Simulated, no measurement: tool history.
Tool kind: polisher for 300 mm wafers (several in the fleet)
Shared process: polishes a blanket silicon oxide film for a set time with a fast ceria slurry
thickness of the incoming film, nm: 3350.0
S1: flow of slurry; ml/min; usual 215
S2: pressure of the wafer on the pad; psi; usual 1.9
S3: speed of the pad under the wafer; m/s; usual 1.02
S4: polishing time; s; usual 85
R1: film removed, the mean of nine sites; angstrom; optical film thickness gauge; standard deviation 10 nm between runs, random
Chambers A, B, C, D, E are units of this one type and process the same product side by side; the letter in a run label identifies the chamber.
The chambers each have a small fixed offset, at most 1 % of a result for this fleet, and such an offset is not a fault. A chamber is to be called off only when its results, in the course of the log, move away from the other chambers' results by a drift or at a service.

run    day   S1   S2    S3  S4      R1
 1A  0.208  215  1.9  1.02  85  7558.6
 2C  0.454  215  1.9  1.02  85  7699.1
     0.596  -- chamber A: worn pad replaced by a new one
 3D    0.7  215  1.9  1.02  85  7548.8
 4B  0.925  215  1.9  1.02  85  7376.4
     1.054  -- chamber B: worn pad replaced by a new one
 5E  1.171  215  1.9  1.02  85  7419.5
     1.425  -- chamber C: worn pad replaced by a new one
 6D  1.454  215  1.2  1.02  85  4707.8
 7C  1.671  215  1.2  1.02  85    4977
 8E  1.821  215  1.2  1.02  85  4780.4
     1.888  -- chamber E: worn pad replaced by a new one
 9A  2.038  215  1.2  1.02  85  4817.8
     2.246  -- chamber E: slurry nozzle cleaned
10B  2.292  215  1.2  1.02  85  4778.9
11D  2.512  215  1.9  1.22  85    8898
12B  2.683  215  1.9  1.22  85    9062
13A  2.983  215  1.9  1.22  85    8991
14E  3.242  215  1.9  1.22  85    8989
     3.325  -- chamber D: worn pad replaced by a new one
15C   3.45  215  1.9  1.22  85  9287.6
     3.683  -- chamber A: head pressure recalibrated
16A    3.7  215  1.9  1.02  85  7709.3
17B  3.875  215  1.9  1.02  85  7698.6
18E  4.179  215  1.9  1.02  85  7565.7
19D  4.471  215  1.9  1.02  85  7533.9
20C  4.712  215  1.9  1.02  85  7673.3
21E  5.025  215  1.9  1.02  85  7344.3
22C  5.221  215  1.9  1.02  85  7541.2
     5.238  -- chamber E: head pressure recalibrated
     5.408  -- chamber E: worn pad replaced by a new one
23B  5.525  215  1.9  1.02  85  7586.2
24A  5.675  215  1.9  1.02  85    7624
25D  5.883  215  1.9  1.02  85  7531.7
26C  6.054  215  1.9  1.02  85  7739.3
27D  6.367  215  1.7  0.84  85  5589.7
28B  6.675  215  1.7  0.84  85  5558.3
29E  6.846  215  1.7  0.84  85  6030.8
         7  -- chamber D: slurry nozzle cleaned
30A  7.142  215  1.7  0.84  85  5504.8
     7.246  -- chamber D: worn pad replaced by a new one
31A    7.3  215  1.7  0.84  85  5605.7
32B  7.608  215  1.9  1.02  85  7520.9
33E  7.829  215  1.9  1.02  85  8253.3
34C  8.062  215  1.9  1.02  85  7454.8
35D  8.329  215  1.9  1.02  85  7483.3
     8.483  -- chamber E: worn pad replaced by a new one
36A  8.508  215  1.9  1.02  85  7515.7
37B  8.796  215  1.9  1.02  85  7570.7
38E  8.988  215  1.9  1.02  85  7954.5

Does one chamber stand apart from the rest, does the shared gauge drift, or is all well apart from small per-chamber offsets? Give the chamber and the most likely cause, where there is one.

Chamber E came out of a service off from its peers and stayed that way.
What lies behind it: head's pressure above its setpoint, % = 8.16.

Here are 4 candidates for chamber E's next run, each the usual settings with a change, their results left as question marks. Which one brings its results back in line with what the others give on the usual settings?
In line means no further than this from the other chambers' mean on the usual settings: R1 360 angstrom
39E-1  9.225  215  1.9  0.98  82   ?
39E-2  9.225  215    2  1.02  88   ?
39E-3  9.225  210  1.6  1.02  85   ?
39E-4  9.225  215  2.2  1.02  85   ?

The other chambers' mean on the usual settings: R1 7575.1 angstrom
  run      R1
39E-1  7490.4
39E-2  8816.3
39E-3  6768.1
39E-4  9379.4
39E-1 puts the chamber back in line with the other chambers.

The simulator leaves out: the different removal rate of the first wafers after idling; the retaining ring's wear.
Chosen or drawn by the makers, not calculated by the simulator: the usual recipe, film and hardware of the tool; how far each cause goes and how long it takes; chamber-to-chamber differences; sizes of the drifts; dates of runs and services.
